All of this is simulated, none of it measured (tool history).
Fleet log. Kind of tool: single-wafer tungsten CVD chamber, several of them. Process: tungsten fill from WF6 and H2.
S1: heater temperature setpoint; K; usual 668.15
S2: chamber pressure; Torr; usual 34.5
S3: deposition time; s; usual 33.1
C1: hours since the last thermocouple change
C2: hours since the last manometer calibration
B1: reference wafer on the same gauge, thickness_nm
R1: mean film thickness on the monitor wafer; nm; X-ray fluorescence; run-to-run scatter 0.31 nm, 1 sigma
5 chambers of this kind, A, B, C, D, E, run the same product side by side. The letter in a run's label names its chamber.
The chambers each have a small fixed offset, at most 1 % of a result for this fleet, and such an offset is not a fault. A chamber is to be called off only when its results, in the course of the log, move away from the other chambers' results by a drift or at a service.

run   hour      S1    S2    S3      C1      C2      B1       R1
 1C    5.0  668.15  34.5  33.1   630.1  1317.9  94.338   94.448
 2B    9.3  668.15  34.5  33.1  1333.4  1469.0  94.468   92.999
 3A   16.1  668.15  34.5  33.1   802.0   566.7  94.366   93.555
 4E   21.7  668.15  34.5  33.1  2383.2  2096.4  94.376   93.227
 5D   25.2  668.15  34.5  33.1  1603.7  1244.8  94.465   93.180
 6B   30.2  668.15  34.5  33.1  1354.3  1489.9  94.419   92.908
 7E   33.7  668.15  34.5  33.1  2395.2  2108.4  94.482   93.082
 8C   37.3  668.15  34.5  33.1   662.4  1350.2  94.358   93.945
 9D   42.6  668.15  34.5  33.1  1621.1  1262.2  94.406   92.948
10A   46.4  668.15  34.5  33.1   832.3   597.0  94.388   93.108
11B   52.4  668.15  34.5  33.1  1376.5  1512.1  94.401   92.949
12A   55.8  668.15  34.5  33.1   841.7   606.4  94.389   93.367
13C   59.1  668.15  41.8  33.1   684.2  1372.0  94.387  102.340
14E   65.6  668.15  41.8  33.1  2427.1  2140.3  94.425  101.500
15D   73.0  668.15  41.8  33.1  1651.5  1292.6  94.395  102.550
16C   78.2  668.15  41.8  33.1   703.3  1391.1  94.323  102.750
17A   85.1  668.15  41.8  33.1   871.0   635.7  94.404  101.650
18B   89.3  668.15  34.5  33.1  1413.4  1549.0  94.379   92.574
19E   93.7  668.15  34.5  33.1  2455.2  2168.4  94.449   92.915
      96.7  -- chamber A: thermocouple changed; heater temperature recalibrated
20D  100.4  668.15  34.5  33.1  1678.9  1320.0  94.445   92.953
21D  106.9  668.15  34.5  33.1  1685.4  1326.5  94.430   92.921
22C  113.9  668.15  34.5  33.1   739.0  1426.8  94.398   91.928
23A  119.2  668.15  34.5  33.1    22.6   669.8  94.433   93.915
24B  126.2  668.15  34.5  33.1  1450.3  1585.9  94.344   92.338
25E  130.0  668.15  29.6  33.1  2491.5  2204.7  94.424   86.296
26B  134.7  668.15  29.6  33.1  1458.8  1594.4  94.445   86.423
27A  139.8  668.15  29.6  33.1    43.2   690.4  94.411   87.000
28D  144.3  668.15  29.6  33.1  1722.8  1363.9  94.501   86.620
29C  150.2  668.15  29.6  33.1   775.3  1463.1  94.367   84.774
30E  153.6  678.15  26.3  33.1  2515.1  2228.3  94.386   97.931
     156.0  -- chamber C: capacitance manometer re-zeroed and calibrated
31C  158.6  678.15  26.3  33.1   783.7     2.6  94.460   96.409
32A  165.6  678.15  26.3  33.1    69.0   716.2  94.428   99.042
33B  172.9  678.15  26.3  33.1  1497.0  1632.6  94.369   98.148
34D  178.0  678.15  26.3  33.1  1756.5  1397.6  94.368   98.560
35E  185.3  668.15  34.5  33.1  2546.8  2260.0  94.455   92.936
     191.0  -- chamber E: thermocouple changed; heater temperature recalibrated
36A  191.4  668.15  34.5  36.4    94.8   742.0  94.392  103.210
37B  197.8  668.15  34.5  36.4  1521.9  1657.5  94.424  101.980
38E  203.2  668.15  34.5  36.4    12.3  2277.9  94.385  103.150

All 5 chambers run these settings next. Forecast each chamber's results:
39A  208.6  668.15  34.5  28.8               ?
39B  208.6  668.15  34.5  28.8               ?
39C  208.6  668.15  34.5  28.8               ?
39D  208.6  668.15  34.5  28.8               ?
39E  208.6  668.15  34.5  28.8               ?

run      R1
39A  81.531
39B  80.974
39C  77.438
39D  80.901
39E  81.117
